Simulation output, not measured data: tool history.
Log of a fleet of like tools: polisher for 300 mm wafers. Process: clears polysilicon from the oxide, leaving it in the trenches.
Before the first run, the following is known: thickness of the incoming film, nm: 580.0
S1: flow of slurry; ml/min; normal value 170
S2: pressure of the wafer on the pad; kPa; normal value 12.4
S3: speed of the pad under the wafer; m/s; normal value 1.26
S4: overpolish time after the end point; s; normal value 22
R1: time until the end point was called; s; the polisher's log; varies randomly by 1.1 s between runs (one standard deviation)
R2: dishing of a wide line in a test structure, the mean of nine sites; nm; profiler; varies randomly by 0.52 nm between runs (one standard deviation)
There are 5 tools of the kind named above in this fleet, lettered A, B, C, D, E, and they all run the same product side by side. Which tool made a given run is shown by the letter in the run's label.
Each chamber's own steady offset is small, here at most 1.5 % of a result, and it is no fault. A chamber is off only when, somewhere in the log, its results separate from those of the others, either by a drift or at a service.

| run | hour | S1 | S2 | S3 | S4 | R1 | R2 |
|---|---|---|---|---|---|---|---|
|  | 8.4 | chamber B: worn pad replaced by a new one |
|  | 10.1 | chamber C: slurry nozzle cleaned |
| 1C | 12.5 | 170 | 12.4 | 1.26 | 22 | 57.47 | 50.092 |
| 2B | 24.5 | 170 | 12.4 | 1.26 | 22 | 60.077 | 51.561 |
| 3D | 34.6 | 170 | 12.4 | 1.26 | 22 | 60.957 | 50.738 |
| 4E | 47.3 | 170 | 12.4 | 1.26 | 22 | 59.438 | 50.339 |
|  | 53 | chamber C: worn pad replaced by a new one |
|  | 58.1 | chamber B: slurry nozzle cleaned |
| 5A | 58.4 | 170 | 11 | 1.26 | 17 | 67.612 | 47.722 |
|  | 59.5 | chamber B: head pressure recalibrated |
| 6E | 67.1 | 170 | 11 | 1.26 | 17 | 67.502 | 47.781 |
| 7D | 74.7 | 170 | 11 | 1.26 | 17 | 65.673 | 47.689 |
|  | 76.8 | chamber E: worn pad replaced by a new one |
|  | 77.3 | chamber A: worn pad replaced by a new one |
| 8C | 81.1 | 170 | 11 | 1.26 | 17 | 67.981 | 47.44 |
| 9A | 90.9 | 170 | 11 | 1.26 | 17 | 67.679 | 48.351 |
|  | 92.4 | chamber D: worn pad replaced by a new one |
| 10B | 99.6 | 170 | 12.4 | 1.26 | 22 | 60.579 | 51.508 |
| 11A | 106.1 | 170 | 12.4 | 1.26 | 22 | 57.326 | 51.175 |
|  | 109.8 | chamber E: slurry nozzle cleaned |
| 12E | 116.7 | 170 | 12.4 | 1.26 | 22 | 60.53 | 51.287 |
| 13B | 128.1 | 170 | 12.4 | 1.26 | 22 | 60.525 | 50.283 |
|  | 130 | chamber B: worn pad replaced by a new one |
| 14D | 135.4 | 170 | 12.4 | 1.26 | 22 | 59.351 | 50.268 |
| 15C | 143.7 | 170 | 12.4 | 1.26 | 22 | 58.804 | 49.754 |
| 16B | 155.7 | 170 | 12.4 | 1.26 | 22 | 59.408 | 50.392 |
| 17D | 161.4 | 170 | 12.4 | 1.26 | 22 | 60.46 | 49.95 |
| 18C | 171 | 170 | 12.4 | 1.26 | 22 | 59.374 | 49.898 |
|  | 172.5 | chamber A: head pressure recalibrated |
|  | 172.9 | chamber D: slurry nozzle cleaned |
| 19A | 179.1 | 170 | 12.4 | 1.26 | 22 | 60.368 | 51.175 |
|  | 187.6 | chamber A: worn pad replaced by a new one |
| 20E | 189.2 | 170 | 12.4 | 1.26 | 22 | 58.829 | 50.394 |
| 21C | 199.6 | 170 | 12.4 | 1.26 | 22 | 60.098 | 51.248 |
|  | 200.4 | chamber C: worn pad replaced by a new one |
| 22A | 209.4 | 130 | 12.4 | 1.26 | 22 | 65.439 | 50.688 |
|  | 212.8 | chamber D: worn pad replaced by a new one |
| 23E | 217.7 | 130 | 12.4 | 1.26 | 22 | 63.408 | 51.546 |
| 24D | 225.2 | 130 | 12.4 | 1.26 | 22 | 62.916 | 50.16 |
| 25B | 235.3 | 130 | 12.4 | 1.26 | 22 | 63.755 | 50.548 |
| 26E | 246.5 | 130 | 12.4 | 1.26 | 22 | 64.872 | 49.89 |
|  | 248.5 | chamber E: worn pad replaced by a new one |
|  | 251.7 | chamber B: worn pad replaced by a new one |
| 27D | 255.1 | 170 | 12.4 | 1.26 | 22 | 61.346 | 50.928 |
| 28B | 267.7 | 170 | 12.4 | 1.26 | 22 | 59.304 | 50.816 |
| 29A | 278.7 | 170 | 12.4 | 1.26 | 22 | 59.382 | 50.414 |
| 30C | 291.4 | 170 | 12.4 | 1.26 | 22 | 61.141 | 50.838 |
| 31D | 300.1 | 170 | 12.4 | 1.26 | 22 | 60.305 | 50.642 |
|  | 300.6 | chamber A: worn pad replaced by a new one |
| 32A | 312.2 | 170 | 12.4 | 1.26 | 31 | 60.103 | 51.505 |
|  | 314.2 | chamber C: slurry nozzle cleaned |
| 33E | 319.3 | 170 | 12.4 | 1.26 | 31 | 61.93 | 51.104 |
|  | 324.6 | chamber E: slurry nozzle cleaned |
| 34C | 328.2 | 170 | 12.4 | 1.26 | 31 | 57.131 | 50.966 |
|  | 334.3 | chamber C: worn pad replaced by a new one |
|  | 336.1 | chamber D: worn pad replaced by a new one |
| 35B | 341.1 | 170 | 12.4 | 1.26 | 31 | 60.377 | 50.728 |
|  | 347.1 | chamber D: head pressure recalibrated |
| 36D | 348.5 | 170 | 12.4 | 1.26 | 31 | 60.269 | 51.789 |
| 37B | 359.9 | 170 | 12.4 | 1.26 | 22 | 59.464 | 51.359 |
| 38A | 368.1 | 170 | 12.4 | 1.26 | 22 | 62.119 | 51.427 |
| 39C | 378.4 | 170 | 12.4 | 1.26 | 22 | 59.546 | 50.381 |
| 40E | 388.7 | 170 | 12.4 | 1.26 | 22 | 61.167 | 49.826 |

All 5 chambers run these settings next. Forecast each chamber's results:
| 41A | 398.2 | 170 | 12.4 | 1.26 | 22 | ? | ? |
| 41B | 398.2 | 170 | 12.4 | 1.26 | 22 | ? | ? |
| 41C | 398.2 | 170 | 12.4 | 1.26 | 22 | ? | ? |
| 41D | 398.2 | 170 | 12.4 | 1.26 | 22 | ? | ? |
| 41E | 398.2 | 170 | 12.4 | 1.26 | 22 | ? | ? |

| run | R1 | R2 |
|---|---|---|
| 41A | 60.388 | 51.328 |
| 41B | 57.47 | 50.574 |
| 41C | 59.623 | 51.326 |
| 41D | 61.168 | 49.749 |
| 41E | 61.032 | 51.061 |
